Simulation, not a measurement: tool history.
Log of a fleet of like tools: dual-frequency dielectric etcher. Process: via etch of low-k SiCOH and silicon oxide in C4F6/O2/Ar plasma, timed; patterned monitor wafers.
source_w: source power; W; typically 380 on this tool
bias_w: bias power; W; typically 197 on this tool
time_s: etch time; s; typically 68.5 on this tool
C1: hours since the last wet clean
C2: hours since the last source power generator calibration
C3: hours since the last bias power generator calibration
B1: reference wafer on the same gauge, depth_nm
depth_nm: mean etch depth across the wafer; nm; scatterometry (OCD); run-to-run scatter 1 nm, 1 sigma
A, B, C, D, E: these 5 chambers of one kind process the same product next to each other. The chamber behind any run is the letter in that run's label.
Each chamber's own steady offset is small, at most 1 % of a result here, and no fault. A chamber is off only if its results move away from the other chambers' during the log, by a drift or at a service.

run 1B day=0.612 | source_w=380 bias_w=197 time_s=68.5 | C1=406.9 C2=3056.1 C3=285.2 | B1=217.86 | depth_nm=192.97
run 2A day=1.108 | source_w=380 bias_w=197 time_s=68.5 | C1=502.9 C2=2259.4 C3=2302.0 | B1=218.05 | depth_nm=193.41
run 3D day=1.721 | source_w=380 bias_w=197 time_s=68.5 | C1=280.4 C2=1301.0 C3=1718.3 | B1=217.84 | depth_nm=193.52
run 4E day=2.179 | source_w=380 bias_w=197 time_s=68.5 | C1=82.2 C2=3217.3 C3=1235.9 | B1=217.85 | depth_nm=192.50
run 5C day=2.742 | source_w=380 bias_w=163 time_s=79.5 | C1=310.4 C2=1840.1 C3=1775.5 | B1=217.97 | depth_nm=211.96
run 6D day=3.112 | source_w=380 bias_w=163 time_s=79.5 | C1=313.8 C2=1334.4 C3=1751.7 | B1=218.36 | depth_nm=211.23
-- day=3.354 chamber B: wet clean of the chamber
run 7C day=3.729 | source_w=380 bias_w=163 time_s=79.5 | C1=334.1 C2=1863.8 C3=1799.2 | B1=217.94 | depth_nm=211.41
run 8E day=4.142 | source_w=380 bias_w=163 time_s=79.5 | C1=129.3 C2=3264.4 C3=1283.0 | B1=218.11 | depth_nm=210.62
run 9B day=4.750 | source_w=380 bias_w=163 time_s=79.5 | C1=33.6 C2=3155.4 C3=384.5 | B1=217.89 | depth_nm=212.52
run 10A day=5.204 | source_w=380 bias_w=197 time_s=68.5 | C1=601.2 C2=2357.7 C3=2400.3 | B1=218.04 | depth_nm=192.60
run 11E day=5.717 | source_w=380 bias_w=197 time_s=68.5 | C1=167.1 C2=3302.2 C3=1320.8 | B1=218.24 | depth_nm=192.05
run 12C day=6.288 | source_w=380 bias_w=197 time_s=68.5 | C1=395.5 C2=1925.2 C3=1860.6 | B1=218.07 | depth_nm=193.69
run 13A day=6.767 | source_w=380 bias_w=197 time_s=68.5 | C1=638.7 C2=2395.2 C3=2437.8 | B1=217.96 | depth_nm=193.21
run 14D day=7.258 | source_w=380 bias_w=197 time_s=68.5 | C1=413.3 C2=1433.9 C3=1851.2 | B1=218.01 | depth_nm=194.12
-- day=7.488 chamber C: wet clean of the chamber
run 15B day=7.712 | source_w=380 bias_w=197 time_s=68.5 | C1=104.7 C2=3226.5 C3=455.6 | B1=217.73 | depth_nm=192.72
run 16B day=8.179 | source_w=380 bias_w=177 time_s=48.5 | C1=115.9 C2=3237.7 C3=466.8 | B1=217.95 | depth_nm=132.38
run 17D day=8.571 | source_w=380 bias_w=177 time_s=48.5 | C1=444.8 C2=1465.4 C3=1882.7 | B1=217.73 | depth_nm=133.15
-- day=8.896 chamber D: wet clean of the chamber
run 18A day=9.062 | source_w=380 bias_w=177 time_s=48.5 | C1=693.8 C2=2450.3 C3=2492.9 | B1=218.17 | depth_nm=132.62
run 19C day=9.483 | source_w=380 bias_w=177 time_s=48.5 | C1=48.0 C2=2001.9 C3=1937.3 | B1=218.02 | depth_nm=132.30
run 20E day=10.104 | source_w=380 bias_w=177 time_s=48.5 | C1=272.4 C2=3407.5 C3=1426.1 | B1=218.03 | depth_nm=131.28
run 21B day=10.625 | source_w=380 bias_w=197 time_s=68.5 | C1=174.6 C2=3296.4 C3=525.5 | B1=218.08 | depth_nm=193.86
run 22E day=11.100 | source_w=380 bias_w=197 time_s=68.5 | C1=296.3 C2=3431.4 C3=1450.0 | B1=217.98 | depth_nm=192.99
-- day=11.204 chamber A: wet clean of the chamber
run 23D day=11.642 | source_w=380 bias_w=197 time_s=68.5 | C1=66.0 C2=1539.1 C3=1956.4 | B1=217.95 | depth_nm=204.10
run 24A day=12.004 | source_w=380 bias_w=197 time_s=68.5 | C1=19.3 C2=2520.9 C3=2563.5 | B1=217.86 | depth_nm=195.63
run 25C day=12.512 | source_w=440 bias_w=197 time_s=68.5 | C1=120.7 C2=2074.6 C3=2010.0 | B1=218.16 | depth_nm=204.03
run 26C day=13.062 | source_w=440 bias_w=197 time_s=68.5 | C1=133.9 C2=2087.8 C3=2023.2 | B1=218.13 | depth_nm=202.85
run 27E day=13.438 | source_w=440 bias_w=197 time_s=68.5 | C1=352.4 C2=3487.5 C3=1506.1 | B1=218.20 | depth_nm=203.59
run 28A day=13.908 | source_w=440 bias_w=197 time_s=68.5 | C1=65.0 C2=2566.6 C3=2609.2 | B1=218.41 | depth_nm=206.64
run 29D day=14.529 | source_w=440 bias_w=197 time_s=68.5 | C1=135.3 C2=1608.4 C3=2025.7 | B1=217.99 | depth_nm=218.58
run 30B day=14.883 | source_w=380 bias_w=197 time_s=68.5 | C1=276.8 C2=3398.6 C3=627.7 | B1=218.06 | depth_nm=195.23
run 31B day=15.412 | source_w=430 bias_w=175 time_s=68.5 | C1=289.5 C2=3411.3 C3=640.4 | B1=218.00 | depth_nm=194.37
run 32D day=15.854 | source_w=430 bias_w=175 time_s=68.5 | C1=167.1 C2=1640.2 C3=2057.5 | B1=218.10 | depth_nm=205.23
run 33C day=16.146 | source_w=430 bias_w=175 time_s=68.5 | C1=207.9 C2=2161.8 C3=2097.2 | B1=218.00 | depth_nm=194.75
run 34A day=16.471 | source_w=430 bias_w=175 time_s=68.5 | C1=126.5 C2=2628.1 C3=2670.7 | B1=218.16 | depth_nm=196.93
run 35E day=17.112 | source_w=430 bias_w=175 time_s=68.5 | C1=440.6 C2=3575.7 C3=1594.3 | B1=217.99 | depth_nm=195.18
run 36A day=17.667 | source_w=380 bias_w=197 time_s=59.0 | C1=155.2 C2=2656.8 C3=2699.4 | B1=217.61 | depth_nm=167.20

Has any chamber moved away from the others, gradually or after a service, or does the common gauge drift, or do the chambers differ only by their own small steady offsets? State the chamber and the most likely cause if one applies.

Chamber D has stood off from the others ever since a service on it.
Most likely cause: etch rate over this chamber's usual, % = 5.22.

Below are 4 candidate recipes for chamber D's next run, each the usual settings with a change, their results shown as question marks. Which of them brings D's results back in line with what the other chambers give on the usual settings?
Counts as in line when no further than this from what the other chambers average on the usual settings: depth_nm 3.60 nm
run 37D-1 day=18.133 | source_w=380 bias_w=164 time_s=68.5 | depth_nm=?
run 37D-2 day=18.133 | source_w=390 bias_w=199 time_s=71.5 | depth_nm=?
run 37D-3 day=18.133 | source_w=290 bias_w=197 time_s=68.5 | depth_nm=?
run 37D-4 day=18.133 | source_w=380 bias_w=202 time_s=75.5 | depth_nm=?

The other chambers' mean on the usual settings: depth_nm 193.28 nm
run=37D-1 depth_nm=192.55
run=37D-2 depth_nm=215.86
run=37D-3 depth_nm=183.52
run=37D-4 depth_nm=226.72
The answer is 37D-1, which returns the chamber to within the allowed miss of the others.
